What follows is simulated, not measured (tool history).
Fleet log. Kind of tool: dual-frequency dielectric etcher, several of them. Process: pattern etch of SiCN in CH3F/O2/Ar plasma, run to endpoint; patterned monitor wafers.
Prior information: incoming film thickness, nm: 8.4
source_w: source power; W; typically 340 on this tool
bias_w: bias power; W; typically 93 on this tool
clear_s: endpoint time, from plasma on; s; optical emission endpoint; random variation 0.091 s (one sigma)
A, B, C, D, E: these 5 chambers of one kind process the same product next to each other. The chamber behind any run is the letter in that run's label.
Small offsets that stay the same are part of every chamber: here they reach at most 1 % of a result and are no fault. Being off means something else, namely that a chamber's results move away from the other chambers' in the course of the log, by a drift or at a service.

run	hour	source_w	bias_w	clear_s
# hour 2.2: chamber B: wet clean of the chamber
1C	5.3	340	93	21.625
2A	13.3	340	93	21.536
3B	21.0	340	93	21.725
4E	30.0	340	93	21.649
5D	38.8	340	85	22.302
6A	47.8	340	85	22.309
7E	53.4	340	85	22.421
8B	59.6	340	85	22.700
9D	65.2	340	85	22.521
10C	70.9	340	93	21.675
11E	80.7	340	93	21.609
12D	88.7	340	93	21.683
13A	97.3	410	74	21.825
14B	105.4	410	74	22.148
# hour 109.0: chamber E: source power generator calibrated
# hour 109.2: chamber A: bias power generator calibrated
15C	114.8	410	74	21.987
16B	120.1	410	74	22.091
17D	129.8	410	74	21.934
18A	134.6	340	93	21.454
19E	139.4	340	93	21.462
20C	145.2	340	93	21.473
21C	153.7	340	93	21.621
22B	163.4	340	93	21.745
23D	169.7	340	93	21.622
24E	177.0	340	93	21.321
25A	184.9	340	93	21.410
26C	191.6	340	93	21.786
27B	196.3	340	93	21.736
# hour 199.8: chamber D: source power generator calibrated
28D	205.6	340	93	21.648
29A	212.3	340	93	21.447
30E	220.3	340	72	23.227
31B	227.2	340	72	23.989

All chambers now run identical settings, listed one chamber a line with results as question marks. What results will each chamber show?
32A	234.3	340	109	?
32B	234.3	340	109	?
32C	234.3	340	109	?
32D	234.3	340	109	?
32E	234.3	340	109	?

run	clear_s
32A	20.305
32B	20.481
32C	20.320
32D	20.278
32E	19.935

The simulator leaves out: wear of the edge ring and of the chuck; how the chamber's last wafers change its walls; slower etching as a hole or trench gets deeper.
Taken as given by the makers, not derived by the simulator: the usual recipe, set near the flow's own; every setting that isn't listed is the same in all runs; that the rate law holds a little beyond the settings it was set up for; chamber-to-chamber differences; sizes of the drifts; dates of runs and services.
